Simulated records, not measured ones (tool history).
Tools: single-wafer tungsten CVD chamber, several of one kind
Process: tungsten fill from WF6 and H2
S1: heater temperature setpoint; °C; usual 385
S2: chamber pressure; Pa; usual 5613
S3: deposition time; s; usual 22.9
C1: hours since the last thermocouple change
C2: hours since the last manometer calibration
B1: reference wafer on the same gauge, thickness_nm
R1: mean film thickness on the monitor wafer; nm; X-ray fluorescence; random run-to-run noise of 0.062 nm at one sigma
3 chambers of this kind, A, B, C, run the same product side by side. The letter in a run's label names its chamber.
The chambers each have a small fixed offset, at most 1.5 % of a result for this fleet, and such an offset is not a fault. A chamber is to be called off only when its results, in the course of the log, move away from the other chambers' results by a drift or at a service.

{"run": "1C", "day": 0.296, "S1": 385, "S2": 5613, "S3": 22.9, "C1": 859.1, "C2": 1216.4, "B1": 66.016, "R1": 58.825}
{"run": "2A", "day": 0.521, "S1": 385, "S2": 5613, "S3": 22.9, "C1": 1217, "C2": 185.2, "B1": 66.008, "R1": 59.226}
{"run": "3B", "day": 0.792, "S1": 385, "S2": 5613, "S3": 22.9, "C1": 368.4, "C2": 1352, "B1": 66.016, "R1": 58.342}
{"run": "4A", "day": 1.079, "S1": 385, "S2": 5613, "S3": 22.9, "C1": 1230.4, "C2": 198.6, "B1": 66.035, "R1": 59.316}
{"run": "5B", "day": 1.412, "S1": 385, "S2": 5613, "S3": 22.9, "C1": 383.3, "C2": 1366.9, "B1": 66.03, "R1": 58.488}
{"run": "6C", "day": 1.642, "S1": 385, "S2": 5613, "S3": 22.9, "C1": 891.4, "C2": 1248.7, "B1": 66.04, "R1": 58.811}
{"run": "7B", "day": 1.962, "S1": 385, "S2": 5613, "S3": 22.9, "C1": 396.5, "C2": 1380.1, "B1": 66.04, "R1": 58.492}
{"run": "8A", "day": 2.383, "S1": 385, "S2": 5613, "S3": 22.9, "C1": 1261.7, "C2": 229.9, "B1": 66.059, "R1": 59.215}
{"run": "9C", "day": 2.742, "S1": 385, "S2": 5613, "S3": 22.9, "C1": 917.8, "C2": 1275.1, "B1": 66.047, "R1": 58.829}
{"run": "10C", "day": 3.083, "S1": 385, "S2": 5613, "S3": 27.1, "C1": 926, "C2": 1283.3, "B1": 66.059, "R1": 69.822}
{"run": "11B", "day": 3.346, "S1": 385, "S2": 5613, "S3": 27.1, "C1": 429.7, "C2": 1413.3, "B1": 66.068, "R1": 69.315}
{"run": "12A", "day": 3.812, "S1": 385, "S2": 5613, "S3": 27.1, "C1": 1296, "C2": 264.2, "B1": 66.084, "R1": 70.204}
{"run": "13C", "day": 4.229, "S1": 385, "S2": 5613, "S3": 22.9, "C1": 953.5, "C2": 1310.8, "B1": 66.102, "R1": 58.943}
{"run": "14A", "day": 4.462, "S1": 385, "S2": 5613, "S3": 22.9, "C1": 1311.6, "C2": 279.8, "B1": 66.112, "R1": 59.342}
{"run": "15B", "day": 4.771, "S1": 385, "S2": 5613, "S3": 22.9, "C1": 463.9, "C2": 1447.5, "B1": 66.093, "R1": 58.43}
{"run": "16C", "day": 5.025, "S1": 385, "S2": 5613, "S3": 22.9, "C1": 972.6, "C2": 1329.9, "B1": 66.101, "R1": 58.844}
{"run": "17B", "day": 5.471, "S1": 385, "S2": 5613, "S3": 22.9, "C1": 480.7, "C2": 1464.3, "B1": 66.118, "R1": 58.524}
{"run": "18A", "day": 5.762, "S1": 397, "S2": 6639, "S3": 22.9, "C1": 1342.8, "C2": 311, "B1": 66.111, "R1": 80.374}
{"run": "19C", "day": 6.238, "S1": 397, "S2": 6639, "S3": 22.9, "C1": 1001.7, "C2": 1359, "B1": 66.119, "R1": 80.396}
{"run": "20B", "day": 6.55, "S1": 397, "S2": 6639, "S3": 22.9, "C1": 506.6, "C2": 1490.2, "B1": 66.138, "R1": 79.572}
{"run": "21A", "day": 6.804, "S1": 385, "S2": 5613, "S3": 22.9, "C1": 1367.8, "C2": 336, "B1": 66.14, "R1": 59.484}
{"run": "22B", "day": 7.175, "S1": 385, "S2": 5613, "S3": 22.9, "C1": 521.6, "C2": 1505.2, "B1": 66.163, "R1": 58.461}
{"day": 7.254, "done": "chamber A: thermocouple changed; heater temperature recalibrated"}
{"run": "23A", "day": 7.592, "S1": 385, "S2": 5613, "S3": 22.9, "C1": 8.1, "C2": 354.9, "B1": 66.15, "R1": 59.552}
{"run": "24C", "day": 8.038, "S1": 385, "S2": 5613, "S3": 20.9, "C1": 1044.9, "C2": 1402.2, "B1": 66.158, "R1": 53.806}
{"run": "25B", "day": 8.371, "S1": 385, "S2": 5613, "S3": 20.9, "C1": 550.3, "C2": 1533.9, "B1": 66.175, "R1": 53.368}
{"run": "26C", "day": 8.821, "S1": 385, "S2": 5613, "S3": 20.9, "C1": 1063.7, "C2": 1421, "B1": 66.178, "R1": 53.68}
{"run": "27A", "day": 9.121, "S1": 385, "S2": 5613, "S3": 22.9, "C1": 44.8, "C2": 391.6, "B1": 66.179, "R1": 59.406}
{"run": "28A", "day": 9.388, "S1": 385, "S2": 5613, "S3": 22.9, "C1": 51.2, "C2": 398, "B1": 66.189, "R1": 59.399}
{"run": "29C", "day": 9.821, "S1": 395, "S2": 5613, "S3": 27.3, "C1": 1087.7, "C2": 1445, "B1": 66.2, "R1": 85.697}
{"day": 9.975, "done": "chamber B: capacitance manometer re-zeroed and calibrated"}
{"run": "30B", "day": 10.096, "S1": 395, "S2": 5613, "S3": 27.3, "C1": 591.7, "C2": 3, "B1": 66.21, "R1": 84.609}
{"run": "31B", "day": 10.342, "S1": 395, "S2": 5613, "S3": 27.3, "C1": 597.6, "C2": 8.9, "B1": 66.227, "R1": 84.591}
{"run": "32A", "day": 10.592, "S1": 385, "S2": 5613, "S3": 22.9, "C1": 80.1, "C2": 426.9, "B1": 66.233, "R1": 59.462}
{"day": 10.679, "done": "chamber C: thermocouple changed; heater temperature recalibrated"}
{"run": "33C", "day": 10.971, "S1": 385, "S2": 5613, "S3": 22.9, "C1": 7, "C2": 1472.6, "B1": 66.21, "R1": 59.045}
{"run": "34C", "day": 11.267, "S1": 385, "S2": 5613, "S3": 22.9, "C1": 14.1, "C2": 1479.7, "B1": 66.24, "R1": 59.062}
{"run": "35B", "day": 11.5, "S1": 385, "S2": 5613, "S3": 22.9, "C1": 625.4, "C2": 36.7, "B1": 66.243, "R1": 58.521}
{"run": "36A", "day": 11.854, "S1": 385, "S2": 5613, "S3": 22.9, "C1": 110.4, "C2": 457.2, "B1": 66.258, "R1": 59.582}
{"run": "37C", "day": 12.233, "S1": 385, "S2": 5613, "S3": 22.9, "C1": 37.3, "C2": 1502.9, "B1": 66.258, "R1": 59.068}
{"run": "38B", "day": 12.454, "S1": 380, "S2": 4280, "S3": 22.9, "C1": 648.3, "C2": 59.6, "B1": 66.282, "R1": 46.511}
{"run": "39A", "day": 12.846, "S1": 380, "S2": 4280, "S3": 22.9, "C1": 134.2, "C2": 481, "B1": 66.271, "R1": 47.51}
{"run": "40C", "day": 13.246, "S1": 380, "S2": 4280, "S3": 22.9, "C1": 61.6, "C2": 1527.2, "B1": 66.266, "R1": 46.909}

Which is it: a chamber that has drifted or been left off by a service, a gauge drift common to all chambers, or only each chamber's usual small offset? If a chamber is off, name it and its likeliest cause.

The shared gauge is drifting. All chambers look as if they move in step, but none is off.
Most likely cause: gauge reads high (%) = 0.434.
